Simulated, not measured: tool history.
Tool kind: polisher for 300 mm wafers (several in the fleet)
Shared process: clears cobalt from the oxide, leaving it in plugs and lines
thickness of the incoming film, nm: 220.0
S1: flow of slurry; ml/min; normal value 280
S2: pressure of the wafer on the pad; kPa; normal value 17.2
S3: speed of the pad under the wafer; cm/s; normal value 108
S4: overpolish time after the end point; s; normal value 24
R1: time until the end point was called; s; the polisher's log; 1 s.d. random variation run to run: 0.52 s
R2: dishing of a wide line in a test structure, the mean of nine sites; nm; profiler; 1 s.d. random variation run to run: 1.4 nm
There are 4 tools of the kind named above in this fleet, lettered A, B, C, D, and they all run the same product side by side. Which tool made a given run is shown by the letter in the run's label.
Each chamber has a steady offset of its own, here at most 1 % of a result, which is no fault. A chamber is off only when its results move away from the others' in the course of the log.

run	hour	S1	S2	S3	S4	R1	R2
1A	8.9	280	17.2	108	24	34.603	77.378
# hour 18.8: chamber A: worn pad replaced by a new one
2C	19.9	280	17.2	108	24	35.321	76.308
3B	34	280	17.2	108	24	35.717	79.889
# hour 39: chamber B: worn pad replaced by a new one
4D	45.1	280	17.2	108	24	35.318	77.534
5A	55	280	17.2	108	24	35.197	78.585
# hour 60: chamber D: worn pad replaced by a new one
6B	65.2	280	17.2	108	24	35.399	75.825
7D	72.9	280	17.2	108	24	35.71	75.083
# hour 82.7: chamber A: slurry nozzle cleaned
8C	82.9	280	17.2	108	24	34.461	75.113
9C	95.6	280	17.2	108	24	33.96	75.209
10D	103.7	280	17.2	108	24	34.877	77.867
11B	117.2	280	17.2	108	24	35.278	77.118
# hour 122.6: chamber C: worn pad replaced by a new one
12A	129	280	17.2	108	24	35.691	77.487
13C	140.5	280	17.2	108	24	34.326	74.131
# hour 140.9: chamber A: worn pad replaced by a new one
14A	148.1	280	17.2	96	24	39.09	72.856
15B	164.6	280	17.2	96	24	38.812	71.571
16D	173.1	280	17.2	96	24	39.144	75.275
17B	184.3	280	17.2	96	24	39.956	73.493
# hour 187.5: chamber D: worn pad replaced by a new one
18A	194.8	280	17.2	108	24	36.539	75.019
# hour 202: chamber C: head pressure recalibrated
19C	207.4	280	17.2	146	24	25.841	86.158
# hour 210.3: chamber B: worn pad replaced by a new one
20D	216.9	280	17.2	146	24	25.859	86.493
21D	229.4	280	17.2	146	24	25.656	86.674
# hour 239: chamber C: worn pad replaced by a new one
22A	240.7	280	17.2	146	24	26.987	84.831
23C	253.6	280	17.2	108	24	35.209	74.497
24B	264.6	280	17.2	108	24	34.874	75.503
25B	277.1	280	17.2	108	24	34.601	78.894

Next, all 4 chambers run the settings below, one line each with question marks for the results. What does each chamber give?
26A	289.1	215	17.2	108	24	?	?
26B	289.1	215	17.2	108	24	?	?
26C	289.1	215	17.2	108	24	?	?
26D	289.1	215	17.2	108	24	?	?

run	R1	R2
26A	39.33	72.634
26B	36.546	78.021
26C	37.847	72.948
26D	35.399	77.572
